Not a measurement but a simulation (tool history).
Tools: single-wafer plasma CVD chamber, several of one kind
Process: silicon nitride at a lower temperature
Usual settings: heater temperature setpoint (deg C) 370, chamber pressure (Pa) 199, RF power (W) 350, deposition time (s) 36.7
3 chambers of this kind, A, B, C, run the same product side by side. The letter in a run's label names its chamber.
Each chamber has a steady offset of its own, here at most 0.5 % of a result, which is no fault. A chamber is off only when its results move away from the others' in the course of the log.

run,hour,heater temperature setpoint (deg C),chamber pressure (Pa),RF power (W),deposition time (s),"read-back reference wafer on the same gauge, thickness_nm",mean film thickness on the monitor wafer (nm)
1C,10.2,370,199,350,36.7,46.706,46.383
2B,18.9,370,199,350,36.7,46.713,46.520
# hour 19.1: chamber B: RF generator calibrated
3A,28.3,370,199,350,36.7,46.726,46.368
4A,35.7,370,199,350,36.7,46.723,46.476
5C,45.0,370,199,395,36.7,46.726,50.143
6B,57.0,370,199,395,36.7,46.729,50.267
7A,65.4,370,199,395,36.7,46.741,50.094
8B,80.3,380,199,350,33.8,46.738,42.739
9C,87.3,380,199,350,33.8,46.763,42.663
10B,98.9,380,199,350,33.8,46.770,42.706
11C,111.7,370,199,350,36.7,46.769,46.492
12A,121.5,370,199,305,36.7,46.768,42.494
13A,130.3,370,199,305,36.7,46.785,42.510
14C,140.5,370,199,305,36.7,46.784,42.523
15B,156.0,381,199,385,36.7,46.800,49.318
16A,168.0,381,199,385,36.7,46.809,49.077
# hour 175.2: chamber A: thermocouple changed; heater temperature recalibrated
17C,180.9,381,199,385,36.7,46.824,49.163
18B,190.7,370,199,390,36.7,46.813,50.101
19A,205.8,370,199,390,36.7,46.830,49.669
20B,219.3,370,199,390,36.7,46.840,49.935
21C,227.7,370,172,350,36.7,46.838,44.743
22C,237.3,370,172,350,36.7,46.852,44.669
23A,248.1,370,172,350,36.7,46.854,44.699
24B,258.6,370,199,350,36.7,46.876,46.728
25C,273.1,370,199,350,31.2,46.874,39.596
26A,281.5,370,199,350,31.2,46.878,39.581
27B,292.8,370,199,350,31.2,46.894,39.672
28B,303.9,370,199,350,36.7,46.891,46.776
29A,311.2,370,199,350,36.7,46.898,46.591

Next, every chamber runs the same settings. What will each give?
30A,322.5,370,228,350,36.7,,?
30B,322.5,370,228,350,36.7,,?
30C,322.5,370,228,350,36.7,,?

run,mean film thickness on the monitor wafer (nm)
30A,48.253
30B,48.526
30C,48.292
